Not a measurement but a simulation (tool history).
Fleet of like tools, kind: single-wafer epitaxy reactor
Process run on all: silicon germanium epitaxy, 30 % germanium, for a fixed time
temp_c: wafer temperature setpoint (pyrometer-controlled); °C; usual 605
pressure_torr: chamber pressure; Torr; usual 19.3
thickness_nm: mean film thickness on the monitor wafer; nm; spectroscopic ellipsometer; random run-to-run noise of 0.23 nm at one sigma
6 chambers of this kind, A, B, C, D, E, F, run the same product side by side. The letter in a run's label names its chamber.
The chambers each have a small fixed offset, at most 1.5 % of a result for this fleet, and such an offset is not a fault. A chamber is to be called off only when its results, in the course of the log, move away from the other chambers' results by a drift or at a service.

| run | hour | temp_c | pressure_torr | read-back reference wafer on the same gauge, thickness_nm | thickness_nm |
|---|---|---|---|---|---|
| 1F | 7.6 | 605 | 19.3 | 75.468 | 63.193 |
| 2C | 14.1 | 605 | 19.3 | 75.519 | 62.739 |
| 3E | 23.4 | 605 | 19.3 | 75.458 | 64.144 |
| 4A | 30.6 | 605 | 19.3 | 75.421 | 63.955 |
|  | 41 | chamber D: capacitance manometer re-zeroed and calibrated |
| 5D | 41.5 | 605 | 19.3 | 75.432 | 63.582 |
| 6B | 53.2 | 605 | 19.3 | 75.476 | 64.025 |
| 7D | 61.1 | 605 | 19.3 | 75.451 | 64.031 |
| 8F | 68 | 605 | 19.3 | 75.53 | 63.654 |
| 9C | 74.6 | 611 | 23.9 | 75.462 | 76.957 |
| 10E | 81.4 | 611 | 23.9 | 75.472 | 76.751 |
| 11B | 93.1 | 611 | 23.9 | 75.5 | 76.928 |
| 12A | 100.6 | 611 | 23.9 | 75.505 | 77.738 |
| 13A | 108.6 | 611 | 23.9 | 75.555 | 78.297 |
| 14C | 115.6 | 611 | 23.9 | 75.459 | 76.426 |
| 15D | 123.9 | 605 | 19.3 | 75.507 | 63.998 |
| 16B | 129.2 | 605 | 17.6 | 75.582 | 61.971 |
| 17F | 140 | 605 | 17.6 | 75.552 | 61.039 |
| 18E | 150.1 | 605 | 17.6 | 75.598 | 61.658 |
| 19B | 161.6 | 605 | 17.6 | 75.496 | 62.609 |
| 20A | 169.2 | 605 | 17.6 | 75.452 | 61.92 |
| 21E | 176.1 | 605 | 17.6 | 75.414 | 61.642 |
| 22F | 183.4 | 605 | 19.3 | 75.513 | 63.126 |
| 23C | 192.3 | 591 | 19.3 | 75.507 | 48.589 |
| 24D | 198.1 | 591 | 19.3 | 75.482 | 49.576 |
| 25A | 206.4 | 591 | 19.3 | 75.491 | 49.412 |
| 26F | 213.9 | 591 | 19.3 | 75.489 | 48.668 |
| 27C | 219.3 | 591 | 19.3 | 75.457 | 48.524 |
| 28B | 225.3 | 591 | 19.3 | 75.435 | 51.192 |
| 29D | 235.6 | 605 | 19.3 | 75.527 | 63.634 |
| 30E | 246.2 | 605 | 19.3 | 75.481 | 63.619 |
| 31D | 253.5 | 605 | 19.3 | 75.545 | 63.707 |
| 32C | 265.1 | 613 | 19.3 | 75.501 | 73.143 |
| 33F | 276 | 613 | 19.3 | 75.496 | 73.286 |
| 34B | 285.7 | 613 | 19.3 | 75.461 | 77.101 |
| 35A | 293.9 | 613 | 19.3 | 75.46 | 74.128 |
| 36E | 303.4 | 613 | 19.3 | 75.521 | 73.283 |
| 37B | 309.2 | 613 | 19.3 | 75.5 | 76.911 |
| 38F | 315.6 | 605 | 19.3 | 75.468 | 63.344 |

All 6 chambers run these settings next. Forecast each chamber's results:
| 39A | 324 | 605 | 19.3 |  | ? |
| 39B | 324 | 605 | 19.3 |  | ? |
| 39C | 324 | 605 | 19.3 |  | ? |
| 39D | 324 | 605 | 19.3 |  | ? |
| 39E | 324 | 605 | 19.3 |  | ? |
| 39F | 324 | 605 | 19.3 |  | ? |

| run | thickness_nm |
|---|---|
| 39A | 64.189 |
| 39B | 67.471 |
| 39C | 63.275 |
| 39D | 63.515 |
| 39E | 63.947 |
| 39F | 63.73 |
